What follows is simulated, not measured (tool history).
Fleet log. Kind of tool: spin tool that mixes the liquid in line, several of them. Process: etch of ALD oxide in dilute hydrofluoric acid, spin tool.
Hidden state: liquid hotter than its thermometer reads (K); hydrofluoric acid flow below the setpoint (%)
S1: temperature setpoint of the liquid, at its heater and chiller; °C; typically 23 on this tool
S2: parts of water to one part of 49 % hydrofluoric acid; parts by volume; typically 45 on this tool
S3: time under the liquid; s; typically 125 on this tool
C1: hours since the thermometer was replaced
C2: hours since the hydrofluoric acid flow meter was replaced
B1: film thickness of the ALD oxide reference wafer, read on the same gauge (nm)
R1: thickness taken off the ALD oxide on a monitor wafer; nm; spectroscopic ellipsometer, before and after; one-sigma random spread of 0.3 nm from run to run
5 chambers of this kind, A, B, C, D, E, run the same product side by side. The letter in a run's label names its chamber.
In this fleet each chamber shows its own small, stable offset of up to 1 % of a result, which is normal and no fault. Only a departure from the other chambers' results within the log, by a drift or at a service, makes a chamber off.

run,hour,S1,S2,S3,C1,C2,B1,R1
1D,6.3,23,45,125,1371.6,66.8,80.024,46.901
2E,10.9,23,45,125,833.2,594.0,79.977,45.922
3C,18.2,23,45,125,462.2,328.1,79.997,45.647
4A,24.0,23,45,125,1910.0,909.1,79.938,46.739
5B,28.9,23,45,125,2521.6,976.7,80.070,46.864
6C,35.4,23,45,125,479.4,345.3,80.013,46.136
# hour 38.0: chamber E: hydrofluoric acid flow meter replaced
7B,39.0,23,45,125,2531.7,986.8,80.056,46.710
8D,45.9,23,45,125,1411.2,106.4,80.012,47.052
9A,51.0,23,45,125,1937.0,936.1,79.983,46.426
10E,58.4,23,45,125,880.7,20.5,80.018,46.562
11E,63.7,23,45,125,886.0,25.8,80.016,46.143
12B,69.9,23,45,125,2562.6,1017.7,80.022,46.980
13C,75.5,23,45,125,519.5,385.4,80.032,46.605
14D,79.9,23,45,125,1445.2,140.4,80.017,47.214
15A,85.2,23,45,125,1971.2,970.3,79.979,46.286
16D,91.4,23,45,125,1456.7,151.9,80.016,46.762
17C,96.6,23,45,125,540.6,406.5,79.949,46.275
18B,104.1,23,45,125,2596.8,1051.9,80.057,46.616
19E,107.6,23,45,125,929.9,69.7,79.994,45.768
20A,114.9,23,45,125,2000.9,1000.0,80.017,44.972
21E,118.5,23,45,125,940.8,80.6,80.024,46.607
22A,124.2,23,45,125,2010.2,1009.3,79.998,44.663
23D,129.4,23,45,125,1494.7,189.9,80.017,46.681
24C,136.9,23,45,125,580.9,446.8,79.978,46.294
25B,141.9,23,45,125,2634.6,1089.7,80.020,47.196
26D,146.0,23,45,180,1511.3,206.5,80.020,67.283
27A,151.1,23,45,180,2037.1,1036.2,79.933,63.945
28C,155.9,23,45,180,599.9,465.8,79.944,66.703
29E,163.0,23,45,180,985.3,125.1,80.038,66.023
30B,170.1,23,45,180,2662.8,1117.9,79.967,67.509
31C,174.1,23,45,125,618.1,484.0,79.974,46.537
32A,180.2,23,45,125,2066.2,1065.3,80.025,42.449

Has any chamber moved away from the others, gradually or after a service, or does the common gauge drift, or do the chambers differ only by their own small steady offsets? State the chamber and the most likely cause if one applies.

Chamber A drifts away from the others.
Likeliest cause: hydrofluoric acid flow below the setpoint (%) = 7.5.
From this log alone, it may not be told apart from: liquid colder than its thermometer reads (K).

Which of the 4 candidates below, each the usual settings with something changed and its results left as question marks, puts chamber A back in line with what the other chambers give on the usual settings?
Counts as in line when no further than this from what the other chambers average on the usual settings: R1 1.100 nm
33A-1,185.6,23,45,120,,,,?
33A-2,185.6,23,45,115,,,,?
33A-3,185.6,23,45,130,,,,?
33A-4,185.6,25,45,125,,,,?

Mean of the other chambers on the usual settings: R1 46.576 nm
run,R1
33A-1,40.929
33A-2,39.223
33A-3,44.340
33A-4,46.334
With 33A-4, the chamber falls back in line with the rest.
